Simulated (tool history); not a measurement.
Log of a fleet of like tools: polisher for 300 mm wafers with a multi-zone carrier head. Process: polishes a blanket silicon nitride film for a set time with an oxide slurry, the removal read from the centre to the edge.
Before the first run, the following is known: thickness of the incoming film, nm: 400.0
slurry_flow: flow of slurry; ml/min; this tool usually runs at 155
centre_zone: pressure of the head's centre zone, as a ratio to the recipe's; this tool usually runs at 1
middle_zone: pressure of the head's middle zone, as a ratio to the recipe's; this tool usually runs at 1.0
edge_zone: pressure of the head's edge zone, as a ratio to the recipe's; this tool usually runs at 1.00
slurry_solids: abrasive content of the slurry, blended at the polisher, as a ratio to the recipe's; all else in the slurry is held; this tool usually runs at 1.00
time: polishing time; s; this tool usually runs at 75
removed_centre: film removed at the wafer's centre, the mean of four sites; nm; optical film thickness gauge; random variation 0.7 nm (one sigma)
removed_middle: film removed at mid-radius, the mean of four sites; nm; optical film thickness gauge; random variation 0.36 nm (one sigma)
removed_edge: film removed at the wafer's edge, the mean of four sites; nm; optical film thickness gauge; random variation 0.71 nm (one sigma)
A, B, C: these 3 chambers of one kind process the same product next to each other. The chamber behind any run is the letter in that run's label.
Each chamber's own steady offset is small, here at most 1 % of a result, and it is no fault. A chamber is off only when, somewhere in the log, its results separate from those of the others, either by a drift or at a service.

run 1B day=0.317 | slurry_flow=155 centre_zone=1 middle_zone=1.0 edge_zone=1.00 slurry_solids=1.00 time=75 | removed_centre=52.485 removed_middle=52.589 removed_edge=50.439
run 2C day=0.575 | slurry_flow=155 centre_zone=1 middle_zone=1.0 edge_zone=1.00 slurry_solids=1.00 time=75 | removed_centre=51.629 removed_middle=51.955 removed_edge=52.799
run 3A day=0.846 | slurry_flow=155 centre_zone=1 middle_zone=1.0 edge_zone=1.00 slurry_solids=1.00 time=75 | removed_centre=51.364 removed_middle=52.258 removed_edge=50.677
run 4A day=1.296 | slurry_flow=155 centre_zone=1 middle_zone=1.0 edge_zone=1.00 slurry_solids=1.00 time=75 | removed_centre=51.499 removed_middle=52.431 removed_edge=52.387
-- day=1.312 chamber A: worn pad replaced by a new one
run 5C day=1.504 | slurry_flow=155 centre_zone=1 middle_zone=1.0 edge_zone=1.00 slurry_solids=1.00 time=75 | removed_centre=51.806 removed_middle=52.176 removed_edge=50.235
run 6B day=1.962 | slurry_flow=155 centre_zone=1 middle_zone=1.0 edge_zone=1.00 slurry_solids=1.00 time=75 | removed_centre=53.057 removed_middle=52.429 removed_edge=51.770
run 7C day=2.196 | slurry_flow=155 centre_zone=1 middle_zone=1.0 edge_zone=1.00 slurry_solids=1.00 time=75 | removed_centre=50.874 removed_middle=52.505 removed_edge=51.720
run 8B day=2.462 | slurry_flow=155 centre_zone=1 middle_zone=1.0 edge_zone=1.00 slurry_solids=1.00 time=75 | removed_centre=51.624 removed_middle=51.578 removed_edge=51.248
run 9A day=2.679 | slurry_flow=155 centre_zone=1 middle_zone=1.0 edge_zone=1.00 slurry_solids=1.00 time=75 | removed_centre=51.590 removed_middle=52.005 removed_edge=51.619
run 10A day=2.933 | slurry_flow=155 centre_zone=1 middle_zone=1.0 edge_zone=1.00 slurry_solids=1.00 time=75 | removed_centre=51.035 removed_middle=52.594 removed_edge=51.219
-- day=2.962 chamber B: worn pad replaced by a new one
run 11C day=3.383 | slurry_flow=155 centre_zone=1 middle_zone=1.0 edge_zone=1.00 slurry_solids=1.00 time=75 | removed_centre=51.576 removed_middle=52.216 removed_edge=52.575
run 12B day=3.696 | slurry_flow=155 centre_zone=1 middle_zone=1.0 edge_zone=1.00 slurry_solids=1.00 time=75 | removed_centre=53.153 removed_middle=51.819 removed_edge=52.479
-- day=3.712 chamber A: worn pad replaced by a new one
run 13C day=4.133 | slurry_flow=155 centre_zone=1 middle_zone=1.0 edge_zone=1.00 slurry_solids=1.00 time=75 | removed_centre=51.784 removed_middle=51.805 removed_edge=51.645
run 14A day=4.512 | slurry_flow=155 centre_zone=1 middle_zone=1.0 edge_zone=1.00 slurry_solids=1.00 time=75 | removed_centre=52.788 removed_middle=52.597 removed_edge=51.650
run 15B day=4.942 | slurry_flow=155 centre_zone=1 middle_zone=1.0 edge_zone=1.00 slurry_solids=1.00 time=75 | removed_centre=51.472 removed_middle=51.748 removed_edge=52.585
run 16C day=5.333 | slurry_flow=155 centre_zone=1 middle_zone=1.0 edge_zone=1.00 slurry_solids=1.00 time=75 | removed_centre=50.620 removed_middle=51.786 removed_edge=51.877
run 17B day=5.612 | slurry_flow=155 centre_zone=1 middle_zone=1.0 edge_zone=1.00 slurry_solids=1.00 time=75 | removed_centre=50.902 removed_middle=52.761 removed_edge=52.360
run 18A day=6.025 | slurry_flow=155 centre_zone=1 middle_zone=1.0 edge_zone=1.00 slurry_solids=1.00 time=87 | removed_centre=59.979 removed_middle=60.291 removed_edge=60.867
run 19C day=6.479 | slurry_flow=155 centre_zone=1 middle_zone=1.0 edge_zone=1.00 slurry_solids=1.00 time=87 | removed_centre=59.853 removed_middle=59.477 removed_edge=58.376
-- day=6.567 chamber A: worn pad replaced by a new one
run 20A day=6.708 | slurry_flow=155 centre_zone=1 middle_zone=1.0 edge_zone=1.00 slurry_solids=1.00 time=87 | removed_centre=60.392 removed_middle=60.808 removed_edge=61.438
-- day=6.858 chamber B: worn pad replaced by a new one
run 21B day=7.125 | slurry_flow=155 centre_zone=1 middle_zone=1.0 edge_zone=1.00 slurry_solids=1.00 time=75 | removed_centre=53.074 removed_middle=52.236 removed_edge=51.163
run 22B day=7.567 | slurry_flow=155 centre_zone=1 middle_zone=1.0 edge_zone=0.94 slurry_solids=1.00 time=75 | removed_centre=51.230 removed_middle=52.828 removed_edge=51.416
run 23C day=7.812 | slurry_flow=155 centre_zone=1 middle_zone=1.0 edge_zone=0.94 slurry_solids=1.00 time=75 | removed_centre=49.258 removed_middle=50.545 removed_edge=49.062
run 24A day=8.142 | slurry_flow=155 centre_zone=1 middle_zone=1.0 edge_zone=0.94 slurry_solids=1.00 time=75 | removed_centre=50.626 removed_middle=52.429 removed_edge=50.610
run 25C day=8.517 | slurry_flow=155 centre_zone=1 middle_zone=1.0 edge_zone=1.00 slurry_solids=1.00 time=75 | removed_centre=48.853 removed_middle=50.067 removed_edge=50.261
run 26B day=8.767 | slurry_flow=155 centre_zone=1 middle_zone=1.0 edge_zone=1.00 slurry_solids=1.00 time=97 | removed_centre=68.446 removed_middle=67.237 removed_edge=67.061
-- day=8.971 chamber A: worn pad replaced by a new one
run 27A day=9.100 | slurry_flow=155 centre_zone=1 middle_zone=1.0 edge_zone=1.00 slurry_solids=1.00 time=97 | removed_centre=66.740 removed_middle=67.548 removed_edge=67.470
run 28A day=9.521 | slurry_flow=155 centre_zone=1 middle_zone=1.0 edge_zone=1.00 slurry_solids=1.00 time=97 | removed_centre=67.204 removed_middle=67.161 removed_edge=67.885
-- day=9.658 chamber C: edge zone pressure recalibrated
-- day=9.912 chamber A: slurry nozzle cleaned
run 29B day=9.946 | slurry_flow=155 centre_zone=1 middle_zone=1.0 edge_zone=1.00 slurry_solids=1.00 time=75 | removed_centre=53.112 removed_middle=52.020 removed_edge=50.515
run 30C day=10.292 | slurry_flow=155 centre_zone=1 middle_zone=1.0 edge_zone=1.00 slurry_solids=1.00 time=75 | removed_centre=48.515 removed_middle=48.841 removed_edge=49.494
run 31C day=10.575 | slurry_flow=155 centre_zone=1 middle_zone=1.0 edge_zone=1.00 slurry_solids=1.00 time=75 | removed_centre=47.674 removed_middle=48.775 removed_edge=48.758
run 32B day=10.921 | slurry_flow=155 centre_zone=1 middle_zone=1.0 edge_zone=1.00 slurry_solids=1.00 time=75 | removed_centre=51.779 removed_middle=51.761 removed_edge=51.959
run 33A day=11.283 | slurry_flow=155 centre_zone=1 middle_zone=1.1 edge_zone=1.00 slurry_solids=0.85 time=75 | removed_centre=48.706 removed_middle=53.590 removed_edge=47.928
run 34B day=11.496 | slurry_flow=155 centre_zone=1 middle_zone=1.1 edge_zone=1.00 slurry_solids=0.85 time=75 | removed_centre=47.093 removed_middle=52.855 removed_edge=46.964

Next, all 3 chambers run the settings below, one line each with question marks for the results. What does each chamber give?
run 35A day=11.829 | slurry_flow=155 centre_zone=1 middle_zone=1.0 edge_zone=1.00 slurry_solids=1.00 time=52 | removed_centre=? removed_middle=? removed_edge=?
run 35B day=11.829 | slurry_flow=155 centre_zone=1 middle_zone=1.0 edge_zone=1.00 slurry_solids=1.00 time=52 | removed_centre=? removed_middle=? removed_edge=?
run 35C day=11.829 | slurry_flow=155 centre_zone=1 middle_zone=1.0 edge_zone=1.00 slurry_solids=1.00 time=52 | removed_centre=? removed_middle=? removed_edge=?

run=35A removed_centre=36.549 removed_middle=36.082 removed_edge=35.456
run=35B removed_centre=35.956 removed_middle=36.704 removed_edge=35.646
run=35C removed_centre=33.887 removed_middle=33.276 removed_edge=34.154
